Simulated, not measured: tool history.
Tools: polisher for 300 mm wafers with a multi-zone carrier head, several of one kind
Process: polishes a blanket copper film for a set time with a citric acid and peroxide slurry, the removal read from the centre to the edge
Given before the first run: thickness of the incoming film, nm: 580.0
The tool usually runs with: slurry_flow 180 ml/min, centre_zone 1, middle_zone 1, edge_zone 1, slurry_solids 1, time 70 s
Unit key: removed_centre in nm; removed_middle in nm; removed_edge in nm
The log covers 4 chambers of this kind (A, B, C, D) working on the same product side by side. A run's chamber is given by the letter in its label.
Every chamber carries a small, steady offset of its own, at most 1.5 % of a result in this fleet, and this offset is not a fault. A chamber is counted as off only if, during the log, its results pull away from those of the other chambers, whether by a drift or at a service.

run	hour	slurry_flow	centre_zone	middle_zone	edge_zone	slurry_solids	time	wafers polished on this pad	hours since the slurry nozzle was cleaned	hours since the centre zone pressure was calibrated	hours since the edge zone pressure was calibrated	removed_centre	removed_middle	removed_edge
# hour 0.7: chamber D: worn pad replaced by a new one
1A	12.2	180	1	1	1	1	70	554	792.1	361.9	588.9	105.12	105.8	104.59
# hour 18.8: chamber A: worn pad replaced by a new one
2C	21.5	180	1	1	1	1	70	622	190	889.2	41.5	104.16	106.98	105.41
# hour 28.6: chamber A: slurry nozzle cleaned
3D	34.1	180	1	1	1	1	70	405	71.1	818.3	595.7	105.24	104.47	105.22
4B	40.4	180	1	1	1	1	70	538	256.9	365.9	297.1	103.93	105.95	105.64
# hour 44.6: chamber B: worn pad replaced by a new one
# hour 47.1: chamber C: worn pad replaced by a new one
5B	47.9	180	1	1	1	1	70	40	264.4	373.4	304.6	105.64	105.22	105.49
6C	54.6	180	1	1	1	1	70	92	223.1	922.3	74.6	102.95	105.24	104.39
# hour 65: chamber D: worn pad replaced by a new one
7A	66.3	180	1	1	1	1	70	576	37.7	416	643	102.68	104.2	104.43
8D	73.1	180	1	0.96	1	1	70	98	110.1	857.3	634.7	106.74	100.12	104.72
# hour 78.7: chamber A: worn pad replaced by a new one
9D	84.5	180	1	0.96	1	1	70	237	121.5	868.7	646.1	104.26	100.06	106.18
10B	90.7	180	1	0.96	1	1	70	559	307.2	416.2	347.4	103.3	101.44	104.4
# hour 96.1: chamber B: worn pad replaced by a new one
11C	99.5	180	1	0.96	1	1	70	636	268	967.2	119.5	104.37	101.53	103.68
# hour 109: chamber B: slurry nozzle cleaned
# hour 111.2: chamber C: worn pad replaced by a new one
12A	112.6	180	1	1	0.94	1	70	411	84	462.3	689.3	104.62	105.83	101.09
13B	118.9	180	1	1	0.94	1	70	276	9.9	444.4	375.6	104.06	105.83	103.48
# hour 124.4: chamber D: centre zone pressure recalibrated
14D	125.1	180	1	1	0.94	1	70	729	162.1	0.7	686.7	114.01	104.51	101.61
# hour 128.4: chamber D: worn pad replaced by a new one
# hour 129.3: chamber A: worn pad replaced by a new one
15C	133.1	180	1	1	0.94	1	70	266	301.6	1000.8	153.1	104.46	104.93	102.27
16A	146.1	180	1	1	1	1	70	203	117.5	495.8	722.8	104.18	104.44	104.52
17A	156.3	180	1	1	1	1	70	327	127.7	506	733	103.2	104.94	104.05
# hour 159.5: chamber B: worn pad replaced by a new one
18B	167.4	120	1	1	1	1	70	96	58.4	492.9	424.1	94.372	98.017	100.86
19D	179	120	1	1	1	1	70	613	216	54.6	740.6	103.09	97.005	98.568
# hour 180.8: chamber C: worn pad replaced by a new one
# hour 185.7: chamber A: worn pad replaced by a new one
20C	188.2	120	1	1	1	1	70	90	356.7	1055.9	208.2	96.242	97.817	98.243
# hour 196.9: chamber D: worn pad replaced by a new one
21B	201.8	120	1	1	1	1	70	513	92.8	527.3	458.5	95.919	96.044	99.678
# hour 202.8: chamber C: centre zone pressure recalibrated
# hour 210: chamber B: worn pad replaced by a new one
22C	210	180	1	1	1	1	70	354	378.5	7.2	230	104.1	105.98	104.87
23A	222.3	180	1	1	1	1	70	444	193.7	572	799	104.04	104.69	103.74
24D	230.2	180	1	1	1	1	70	404	267.2	105.8	791.8	113.2	105.04	106.93
# hour 240.5: chamber C: slurry nozzle cleaned
25D	241.4	180	1	1	1	1	70	539	278.4	117	803	113.55	106.33	105.24
# hour 243.9: chamber A: worn pad replaced by a new one
26C	249	180	0.96	1	1	1	78	827	8.5	46.2	269	110.17	117.53	115.48
27A	255	180	0.96	1	1	1	78	135	226.4	604.7	831.7	110.2	118.38	115.19
28B	262.1	180	0.96	1	1	1	78	632	153.1	587.6	518.8	111	117.08	118.71
# hour 264.4: chamber D: worn pad replaced by a new one
# hour 269.8: chamber B: worn pad replaced by a new one
29D	275.8	180	0.96	1	1	1	78	138	312.8	151.4	837.4	120.89	117.08	116.72
30B	282.4	180	1	1	1	1	70	153	173.4	607.9	539.1	103.78	106.65	106.01

Each of the 4 chambers runs these same settings next. Fill in every chamber's results:
31A	292.3	180	1	1	1	1	70					?	?	?
31B	292.3	180	1	1	1	1	70					?	?	?
31C	292.3	180	1	1	1	1	70					?	?	?
31D	292.3	180	1	1	1	1	70					?	?	?

run	removed_centre	removed_middle	removed_edge
31A	103.55	105.48	103.04
31B	104.61	103.2	105
31C	103.54	106.13	103.8
31D	112.28	106.21	105.8

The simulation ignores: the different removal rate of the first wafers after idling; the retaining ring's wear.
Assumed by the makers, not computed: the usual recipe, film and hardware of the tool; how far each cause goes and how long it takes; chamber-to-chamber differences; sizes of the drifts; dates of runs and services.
